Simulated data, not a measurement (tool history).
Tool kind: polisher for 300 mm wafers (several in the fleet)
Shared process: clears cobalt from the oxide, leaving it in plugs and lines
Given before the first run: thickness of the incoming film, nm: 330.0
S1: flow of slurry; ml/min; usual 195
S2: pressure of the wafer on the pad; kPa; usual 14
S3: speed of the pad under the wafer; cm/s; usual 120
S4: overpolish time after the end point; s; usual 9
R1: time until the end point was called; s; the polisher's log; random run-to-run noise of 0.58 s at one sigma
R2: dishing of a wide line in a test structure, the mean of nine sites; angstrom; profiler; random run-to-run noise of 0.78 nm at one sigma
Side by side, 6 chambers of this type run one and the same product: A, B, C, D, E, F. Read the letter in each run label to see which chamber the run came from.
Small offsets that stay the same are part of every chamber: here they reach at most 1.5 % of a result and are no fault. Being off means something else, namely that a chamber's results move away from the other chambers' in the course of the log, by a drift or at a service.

run 1A day=0.296 | S1=195 S2=14 S3=120 S4=9 | R1=50.468 R2=317.19
run 2D day=0.625 | S1=195 S2=14 S3=120 S4=9 | R1=49.585 R2=316.67
-- day=0.829 chamber D: slurry nozzle cleaned
run 3C day=0.954 | S1=195 S2=14 S3=120 S4=9 | R1=50.491 R2=319.35
-- day=1.000 chamber A: worn pad replaced by a new one
run 4E day=1.229 | S1=195 S2=14 S3=120 S4=9 | R1=50.661 R2=326.57
run 5B day=1.667 | S1=195 S2=14 S3=120 S4=9 | R1=50.804 R2=330.16
-- day=1.708 chamber C: worn pad replaced by a new one
-- day=1.725 chamber D: worn pad replaced by a new one
run 6F day=2.250 | S1=195 S2=14 S3=120 S4=9 | R1=48.813 R2=327.92
-- day=2.492 chamber B: worn pad replaced by a new one
run 7E day=2.525 | S1=195 S2=14 S3=120 S4=9 | R1=50.557 R2=334.46
-- day=2.892 chamber E: worn pad replaced by a new one
-- day=2.954 chamber F: slurry nozzle cleaned
run 8C day=3.004 | S1=195 S2=14 S3=120 S4=9 | R1=50.896 R2=319.02
run 9F day=3.312 | S1=195 S2=14 S3=120 S4=4 | R1=49.201 R2=202.43
run 10D day=3.650 | S1=195 S2=14 S3=120 S4=4 | R1=50.253 R2=197.52
-- day=3.854 chamber F: worn pad replaced by a new one
run 11A day=4.012 | S1=195 S2=14 S3=120 S4=4 | R1=51.075 R2=205.12
-- day=4.079 chamber A: worn pad replaced by a new one
run 12B day=4.588 | S1=195 S2=14 S3=120 S4=4 | R1=50.885 R2=197.51
-- day=4.662 chamber A: head pressure recalibrated
run 13A day=4.983 | S1=195 S2=14 S3=120 S4=4 | R1=50.784 R2=200.39
run 14B day=5.412 | S1=195 S2=14 S3=120 S4=4 | R1=49.319 R2=199.43
run 15C day=5.721 | S1=195 S2=14 S3=120 S4=9 | R1=50.100 R2=319.48
-- day=5.767 chamber C: worn pad replaced by a new one
-- day=5.904 chamber B: head pressure recalibrated
-- day=6.038 chamber B: worn pad replaced by a new one
run 16F day=6.308 | S1=260 S2=14 S3=120 S4=5 | R1=48.107 R2=247.29
run 17E day=6.592 | S1=260 S2=14 S3=120 S4=5 | R1=49.268 R2=235.90
-- day=7.108 chamber A: worn pad replaced by a new one
run 18D day=7.200 | S1=260 S2=14 S3=120 S4=5 | R1=48.283 R2=238.87
run 19D day=7.579 | S1=260 S2=14 S3=120 S4=5 | R1=48.369 R2=237.36
-- day=7.992 chamber D: worn pad replaced by a new one
run 20F day=8.100 | S1=260 S2=14 S3=120 S4=5 | R1=48.145 R2=246.38
run 21B day=8.375 | S1=260 S2=14 S3=120 S4=5 | R1=43.495 R2=262.21
run 22C day=8.779 | S1=195 S2=14 S3=120 S4=9 | R1=50.497 R2=324.58
-- day=8.996 chamber E: worn pad replaced by a new one
-- day=9.025 chamber F: worn pad replaced by a new one
run 23E day=9.375 | S1=195 S2=14 S3=120 S4=9 | R1=50.553 R2=327.38
-- day=9.458 chamber C: worn pad replaced by a new one
run 24A day=9.642 | S1=195 S2=14 S3=98 S4=4 | R1=62.659 R2=163.52
-- day=9.729 chamber A: slurry nozzle cleaned
-- day=9.825 chamber B: worn pad replaced by a new one
run 25E day=9.912 | S1=195 S2=14 S3=98 S4=4 | R1=62.127 R2=168.41
-- day=10.296 chamber B: slurry nozzle cleaned
run 26A day=10.333 | S1=195 S2=14 S3=98 S4=4 | R1=62.680 R2=174.21
-- day=10.412 chamber A: worn pad replaced by a new one
run 27F day=10.733 | S1=195 S2=14 S3=98 S4=4 | R1=60.078 R2=172.34
run 28B day=11.025 | S1=195 S2=14 S3=98 S4=4 | R1=55.238 R2=185.94
run 29C day=11.538 | S1=195 S2=14 S3=98 S4=4 | R1=61.128 R2=164.68
run 30D day=11.983 | S1=195 S2=14 S3=120 S4=14 | R1=50.475 R2=400.79
-- day=12.304 chamber C: head pressure recalibrated
run 31D day=12.392 | S1=195 S2=14 S3=120 S4=14 | R1=50.688 R2=394.46
-- day=12.904 chamber C: worn pad replaced by a new one
run 32E day=12.933 | S1=195 S2=14 S3=120 S4=14 | R1=50.126 R2=391.28
-- day=13.196 chamber B: worn pad replaced by a new one
run 33B day=13.508 | S1=195 S2=14 S3=120 S4=14 | R1=45.639 R2=427.78
-- day=13.833 chamber A: worn pad replaced by a new one
run 34C day=13.921 | S1=195 S2=14 S3=120 S4=14 | R1=50.678 R2=390.59
-- day=14.012 chamber D: worn pad replaced by a new one
-- day=14.150 chamber F: slurry nozzle cleaned
run 35A day=14.371 | S1=195 S2=14 S3=120 S4=14 | R1=50.786 R2=388.98
run 36F day=14.671 | S1=195 S2=14 S3=120 S4=9 | R1=50.240 R2=328.82
-- day=14.946 chamber E: worn pad replaced by a new one
-- day=14.962 chamber E: head pressure recalibrated
run 37E day=15.088 | S1=155 S2=14 S3=120 S4=13 | R1=51.282 R2=385.16
run 38D day=15.579 | S1=155 S2=14 S3=120 S4=13 | R1=51.771 R2=368.77
run 39B day=16.000 | S1=155 S2=14 S3=120 S4=13 | R1=46.295 R2=401.18

For the next run the whole fleet of 6 chambers uses the same settings. Give each chamber's results:
run 40A day=16.438 | S1=195 S2=14 S3=120 S4=9 | R1=? R2=?
run 40B day=16.438 | S1=195 S2=14 S3=120 S4=9 | R1=? R2=?
run 40C day=16.438 | S1=195 S2=14 S3=120 S4=9 | R1=? R2=?
run 40D day=16.438 | S1=195 S2=14 S3=120 S4=9 | R1=? R2=?
run 40E day=16.438 | S1=195 S2=14 S3=120 S4=9 | R1=? R2=?
run 40F day=16.438 | S1=195 S2=14 S3=120 S4=9 | R1=? R2=?

run=40A R1=51.291 R2=329.90
run=40B R1=44.406 R2=350.48
run=40C R1=50.826 R2=331.11
run=40D R1=49.370 R2=324.32
run=40E R1=51.087 R2=327.39
run=40F R1=49.909 R2=331.06
